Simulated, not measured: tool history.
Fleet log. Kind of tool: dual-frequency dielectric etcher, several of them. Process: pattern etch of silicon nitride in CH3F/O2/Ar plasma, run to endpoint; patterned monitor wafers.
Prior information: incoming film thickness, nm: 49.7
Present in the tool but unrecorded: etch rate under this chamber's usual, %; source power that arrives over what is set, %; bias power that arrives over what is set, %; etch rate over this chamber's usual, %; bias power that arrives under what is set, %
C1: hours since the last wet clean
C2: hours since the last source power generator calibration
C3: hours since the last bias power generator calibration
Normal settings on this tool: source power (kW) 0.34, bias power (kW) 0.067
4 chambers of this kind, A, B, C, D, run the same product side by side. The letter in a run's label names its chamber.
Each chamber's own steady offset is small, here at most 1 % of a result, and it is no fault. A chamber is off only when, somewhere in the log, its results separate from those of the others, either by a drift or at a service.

Run 1A, day 0.112: usual settings; C1 232.5; C2 730.6; C3 998.4. Result: endpoint time (s) 78.735.
Run 2B, day 0.254: usual settings; C1 313.4; C2 852.2; C3 2181.2. Result: endpoint time (s) 78.187.
Run 3C, day 0.396: usual settings; C1 233.6; C2 1170.9; C3 645.3. Result: endpoint time (s) 79.146.
Run 4D, day 0.542: usual settings; C1 381.5; C2 2215.4; C3 2484.6. Result: endpoint time (s) 78.169.
Run 5C, day 0.642: usual settings; C1 239.5; C2 1176.8; C3 651.2. Result: endpoint time (s) 79.486.
Run 6B, day 0.767: usual settings; C1 325.7; C2 864.5; C3 2193.5. Result: endpoint time (s) 77.656.
Run 7D, day 0.871: usual settings; C1 389.4; C2 2223.3; C3 2492.5. Result: endpoint time (s) 78.456.
Run 8A, day 0.988: usual settings; C1 253.5; C2 751.6; C3 1019.4. Result: endpoint time (s) 78.753.
Run 9C, day 1.129: usual settings but bias power (kW) 0.077; C1 251.2; C2 1188.5; C3 662.9. Result: endpoint time (s) 74.268.
Run 10A, day 1.292: usual settings but bias power (kW) 0.077; C1 260.8; C2 758.9; C3 1026.7. Result: endpoint time (s) 75.695.
Run 11D, day 1.417: usual settings but bias power (kW) 0.077; C1 402.5; C2 2236.4; C3 2505.6. Result: endpoint time (s) 74.402.
Run 12B, day 1.558: usual settings but bias power (kW) 0.077; C1 344.7; C2 883.5; C3 2212.5. Result: endpoint time (s) 74.119.
Run 13D, day 1.729: usual settings; C1 410; C2 2243.9; C3 2513.1. Result: endpoint time (s) 78.571.
Run 14C, day 1.875: usual settings but bias power (kW) 0.081; C1 269.1; C2 1206.4; C3 680.8. Result: endpoint time (s) 72.725.
Run 15A, day 2.038: usual settings but bias power (kW) 0.081; C1 278.7; C2 776.8; C3 1044.6. Result: endpoint time (s) 73.744.
Run 16B, day 2.121: usual settings but bias power (kW) 0.081; C1 358.2; C2 897; C3 2226. Result: endpoint time (s) 71.555.
Run 17D, day 2.288: usual settings but bias power (kW) 0.081; C1 423.4; C2 2257.3; C3 2526.5. Result: endpoint time (s) 73.392.
Run 18C, day 2.417: usual settings; C1 282.1; C2 1219.4; C3 693.8. Result: endpoint time (s) 78.319.
At day 2.517: chamber D: source power generator calibrated.
Run 19B, day 2.525: usual settings; C1 367.9; C2 906.7; C3 2235.7. Result: endpoint time (s) 76.058.
Run 20A, day 2.617: usual settings; C1 292.6; C2 790.7; C3 1058.5. Result: endpoint time (s) 79.7.
Run 21C, day 2.758: usual settings; C1 290.3; C2 1227.6; C3 702. Result: endpoint time (s) 78.228.
Run 22D, day 2.892: usual settings; C1 437.9; C2 9.1; C3 2541. Result: endpoint time (s) 78.529.
Run 23B, day 3.017: usual settings but bias power (kW) 0.054; C1 379.7; C2 918.5; C3 2247.5. Result: endpoint time (s) 81.978.
Run 24A, day 3.183: usual settings but bias power (kW) 0.054; C1 306.2; C2 804.3; C3 1072.1. Result: endpoint time (s) 84.75.
Run 25B, day 3.346: usual settings but bias power (kW) 0.054; C1 387.6; C2 926.4; C3 2255.4. Result: endpoint time (s) 81.521.
Run 26D, day 3.492: usual settings but bias power (kW) 0.054; C1 452.3; C2 23.5; C3 2555.4. Result: endpoint time (s) 83.583.
Run 27C, day 3.667: usual settings but source power (kW) 0.27, bias power (kW) 0.083; C1 312.1; C2 1249.4; C3 723.8. Result: endpoint time (s) 79.086.
Run 28A, day 3.783: usual settings but source power (kW) 0.27, bias power (kW) 0.083; C1 320.6; C2 818.7; C3 1086.5. Result: endpoint time (s) 80.461.
Run 29A, day 3.929: usual settings but source power (kW) 0.27, bias power (kW) 0.083; C1 324.1; C2 822.2; C3 1090. Result: endpoint time (s) 79.908.
Run 30B, day 4.092: usual settings but source power (kW) 0.27, bias power (kW) 0.083; C1 405.5; C2 944.3; C3 2273.3. Result: endpoint time (s) 75.574.
Run 31C, day 4.246: usual settings but bias power (kW) 0.062; C1 326; C2 1263.3; C3 737.7. Result: endpoint time (s) 80.824.
Run 32D, day 4.379: usual settings but bias power (kW) 0.062; C1 473.6; C2 44.8; C3 2576.7. Result: endpoint time (s) 80.363.
Run 33C, day 4.512: usual settings but bias power (kW) 0.062; C1 332.4; C2 1269.7; C3 744.1. Result: endpoint time (s) 80.875.
Run 34B, day 4.629: usual settings but bias power (kW) 0.062; C1 418.4; C2 957.2; C3 2286.2. Result: endpoint time (s) 76.556.
Run 35D, day 4.804: usual settings but bias power (kW) 0.082; C1 483.8; C2 55; C3 2586.9. Result: endpoint time (s) 73.254.

All chambers now run identical settings, listed one chamber a line with results as question marks. What results will each chamber show?
Run 36A, day 4.933: usual settings but source power (kW) 0.27. Result: endpoint time (s) ?.
Run 36B, day 4.933: usual settings but source power (kW) 0.27. Result: endpoint time (s) ?.
Run 36C, day 4.933: usual settings but source power (kW) 0.27. Result: endpoint time (s) ?.
Run 36D, day 4.933: usual settings but source power (kW) 0.27. Result: endpoint time (s) ?.

run  endpoint time (s)
36A             87.216
36B             80.245
36C             85.795
36D             84.636

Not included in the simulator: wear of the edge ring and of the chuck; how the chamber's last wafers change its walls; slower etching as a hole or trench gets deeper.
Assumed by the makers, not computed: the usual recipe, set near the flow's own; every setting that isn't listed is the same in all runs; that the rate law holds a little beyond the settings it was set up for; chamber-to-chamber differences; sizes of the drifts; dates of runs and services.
